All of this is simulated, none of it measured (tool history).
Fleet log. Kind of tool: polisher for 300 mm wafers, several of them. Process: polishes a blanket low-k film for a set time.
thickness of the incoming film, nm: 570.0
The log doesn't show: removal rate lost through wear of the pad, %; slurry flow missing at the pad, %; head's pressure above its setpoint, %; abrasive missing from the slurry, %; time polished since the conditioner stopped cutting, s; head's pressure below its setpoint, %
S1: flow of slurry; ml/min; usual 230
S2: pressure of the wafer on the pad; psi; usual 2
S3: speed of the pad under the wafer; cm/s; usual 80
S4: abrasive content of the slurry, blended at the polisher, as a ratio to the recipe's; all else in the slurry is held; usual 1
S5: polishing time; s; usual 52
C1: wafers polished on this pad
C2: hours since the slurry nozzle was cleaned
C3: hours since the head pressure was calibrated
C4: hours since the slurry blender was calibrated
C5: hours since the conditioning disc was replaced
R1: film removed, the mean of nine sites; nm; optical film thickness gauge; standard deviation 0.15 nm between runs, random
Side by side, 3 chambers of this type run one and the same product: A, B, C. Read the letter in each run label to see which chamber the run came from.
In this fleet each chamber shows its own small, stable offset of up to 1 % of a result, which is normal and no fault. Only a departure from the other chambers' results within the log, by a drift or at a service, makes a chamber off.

run,day,S1,S2,S3,S4,S5,C1,C2,C3,C4,C5,R1
1B,0.258,230,2,80,1,52,349,334.5,85.2,52.1,63.8,20.775
# day 0.354: chamber C: worn pad replaced by a new one
2A,0.454,230,2,80,1,52,315,67.4,1029.6,130.9,25.5,21.026
3C,0.679,230,2,80,1,52,91,366.2,173.5,416.5,166.5,21.244
4B,0.971,230,2,80,1,52,549,351.6,102.3,69.2,80.9,21.08
5A,1.196,230,2,80,1,52,524,85.2,1047.4,148.7,43.3,20.972
6C,1.333,230,2,80,1,52,275,381.9,189.2,432.2,182.2,20.887
7A,1.6,230,2,80,1,52,637,94.9,1057.1,158.4,53,20.93
8C,1.85,230,2,80,1,52,420,394.3,201.6,444.6,194.6,21.205
# day 2.121: chamber C: slurry blender recalibrated
9B,2.125,230,2,80,1,52,873,379.3,130,96.9,108.6,20.913
10B,2.375,230,2,80,1,52,943,385.3,136,102.9,114.6,20.799
11C,2.592,230,2,80,1,52,628,412.1,219.4,11.4,212.4,20.914
12A,2.771,230,2,80,1,52,966,123,1085.2,186.5,81.1,21.198
# day 2.783: chamber B: worn pad replaced by a new one
13C,2.933,230,2,80,1,52,724,420.3,227.6,19.6,220.6,20.932
14A,3.129,230,2,80,1,52,1066,131.6,1093.8,195.1,89.7,20.928
15B,3.308,230,2,80,1,52,147,407.7,158.4,125.3,137,20.861
# day 3.375: chamber C: worn pad replaced by a new one
16C,3.608,230,2,80,1,52,66,436.5,243.8,35.8,236.8,20.758
17A,3.871,230,2,80,1,52,1275,149.4,1111.6,212.9,107.5,20.986
18B,4.096,230,2,80,1,52,368,426.6,177.3,144.2,155.9,20.912
19C,4.404,230,2,80,1,52,289,455.6,262.9,54.9,255.9,20.878
# day 4.429: chamber A: conditioning disc replaced and pad reconditioned
20B,4.654,230,2,80,1,52,525,440,190.7,157.6,169.3,21.159
21A,4.933,230,1.5,80,1.15,52,1573,174.9,1137.1,238.4,12.2,16.571
22C,5.212,230,1.5,80,1.15,52,516,475,282.3,74.3,275.3,16.579
23A,5.396,230,1.5,80,1.15,52,1703,186,1148.2,249.5,23.3,16.462
# day 5.538: chamber C: conditioning disc replaced and pad reconditioned
24B,5.692,230,2,80,1,52,816,464.9,215.6,182.5,194.2,21.032
25C,5.871,230,2,80,1,52,701,490.8,298.1,90.1,8,20.741
26B,6.054,230,2,80,1,52,918,473.6,224.3,191.2,202.9,21.189
27A,6.338,230,2,80,1,52,1967,208.6,1170.8,272.1,45.9,20.422
28C,6.55,230,2,80,1,52,892,507.1,314.4,106.4,24.3,20.958
# day 6.571: chamber C: worn pad replaced by a new one
# day 6.75: chamber B: worn pad replaced by a new one
29B,6.833,230,2,80,1,52,23,492.3,243,209.9,221.6,21.013
# day 7.038: chamber B: slurry nozzle cleaned
30A,7.054,230,2,80,1,52,2169,225.8,1188,289.3,63.1,20.461
31B,7.283,230,2,80,1,52,149,6,253.8,220.7,232.4,20.754
32C,7.567,230,2,80,1.2,52,280,531.5,338.8,130.8,48.7,22.833
33A,7.758,230,2,80,1.2,52,2366,242.7,1204.9,306.2,80,22.27
34C,7.988,230,2,80,1.2,52,398,541.6,348.9,140.9,58.8,22.562
# day 8.2: chamber A: slurry nozzle cleaned
35B,8.204,230,1.5,80,0.9,52,408,28.1,275.9,242.8,254.5,15.144
# day 8.271: chamber B: slurry blender recalibrated
36A,8.392,230,1.5,80,0.9,52,2544,4.6,1220.1,321.4,95.2,14.42
37A,8.625,230,1.5,80,0.9,52,2610,10.2,1225.7,327,100.8,14.444
38C,8.883,230,2,80,1,52,650,563.1,370.4,162.4,80.3,21.14
39B,9.104,230,2,80,1,52,661,49.7,297.5,20,276.1,20.991
40C,9.412,230,2,80,1,52,798,575.8,383.1,175.1,93,20.871
41B,9.654,230,2,80,1,52,815,62.9,310.7,33.2,289.3,21.018
42A,9.958,230,2,80,1,52,2984,42.2,1257.7,359,132.8,19.983

Predict what each chamber gives when all 3 of them run the settings below next.
43A,10.183,230,2,80,1.25,52,,,,,,?
43B,10.183,230,2,80,1.25,52,,,,,,?
43C,10.183,230,2,80,1.25,52,,,,,,?

run,R1
43A,21.938
43B,23.007
43C,22.81
